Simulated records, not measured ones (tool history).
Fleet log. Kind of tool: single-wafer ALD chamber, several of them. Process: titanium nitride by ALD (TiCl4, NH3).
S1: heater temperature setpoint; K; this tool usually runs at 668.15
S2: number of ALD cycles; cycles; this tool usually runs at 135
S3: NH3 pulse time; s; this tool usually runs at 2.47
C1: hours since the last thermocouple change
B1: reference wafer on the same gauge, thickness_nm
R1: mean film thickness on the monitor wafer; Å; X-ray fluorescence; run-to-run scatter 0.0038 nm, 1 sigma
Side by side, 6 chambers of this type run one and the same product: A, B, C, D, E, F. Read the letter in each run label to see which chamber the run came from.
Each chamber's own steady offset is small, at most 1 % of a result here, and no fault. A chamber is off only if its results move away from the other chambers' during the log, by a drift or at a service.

run	hour	S1	S2	S3	C1	B1	R1
1E	9.9	668.15	135	2.47	421.8	3.2804	30.117
2D	25.7	668.15	135	2.47	343.4	3.2808	29.954
3A	41.6	668.15	135	2.47	539.3	3.2808	30.166
4C	51.3	668.15	135	2.47	969.8	3.2821	30.119
5B	60.2	668.15	135	2.47	574.3	3.2823	29.981
6F	74.6	668.15	124	2.94	1385.9	3.2842	27.613
7D	83.5	668.15	124	2.94	401.2	3.2825	27.734
8C	95.9	668.15	124	2.94	1014.4	3.2842	27.868
9B	104.4	668.15	124	2.94	618.5	3.2843	27.729
10E	111.9	668.15	124	2.94	523.8	3.2840	27.923
11F	121.5	668.15	124	2.94	1432.8	3.2843	27.571
12A	129.9	668.15	135	2.07	627.6	3.2849	30.023
13C	140.9	668.15	135	2.07	1059.4	3.2854	29.929
14E	155.1	668.15	135	2.07	567.0	3.2852	29.979
15D	166.1	668.15	135	2.07	483.8	3.2858	29.716
16A	176.1	668.15	135	2.07	673.8	3.2862	30.056
17B	190.5	668.15	135	2.07	704.6	3.2878	29.784
18F	204.7	668.15	135	2.47	1516.0	3.2872	29.824
19A	212.9	668.15	135	2.47	710.6	3.2883	30.219
20C	226.9	668.15	135	2.47	1145.4	3.2893	30.144
21F	234.0	675.15	135	3.03	1545.3	3.2888	30.306
22E	250.1	675.15	135	3.03	662.0	3.2902	30.579
23D	260.9	675.15	135	3.03	578.6	3.2900	30.302
24B	274.9	675.15	135	3.03	789.0	3.2897	30.355
25C	291.0	675.15	135	3.03	1209.5	3.2917	30.517
26D	304.2	675.15	135	3.03	621.9	3.2915	30.260
27A	316.1	668.15	135	2.47	813.8	3.2917	30.249
28F	325.4	668.15	135	2.47	1636.7	3.2919	30.033
29B	339.8	680.15	135	2.47	853.9	3.2933	30.180
30E	352.6	680.15	135	2.47	764.5	3.2942	30.414
31A	368.0	680.15	135	2.47	865.7	3.2939	30.438
32F	379.4	680.15	135	2.47	1690.7	3.2945	30.096
33D	388.7	680.15	135	2.47	706.4	3.2953	30.226
34E	401.5	680.15	135	2.47	813.4	3.2957	30.421
35C	414.0	668.15	155	2.92	1332.5	3.2952	34.942
36B	426.1	668.15	155	2.92	940.2	3.2961	34.733
37E	437.0	668.15	155	2.92	848.9	3.2969	35.027

Each of the 6 chambers runs these same settings next. Fill in every chamber's results:
38A	448.7	668.15	135	2.47			?
38B	448.7	668.15	135	2.47			?
38C	448.7	668.15	135	2.47			?
38D	448.7	668.15	135	2.47			?
38E	448.7	668.15	135	2.47			?
38F	448.7	668.15	135	2.47			?

run	R1
38A	30.258
38B	30.070
38C	30.214
38D	30.083
38E	30.309
38F	29.959
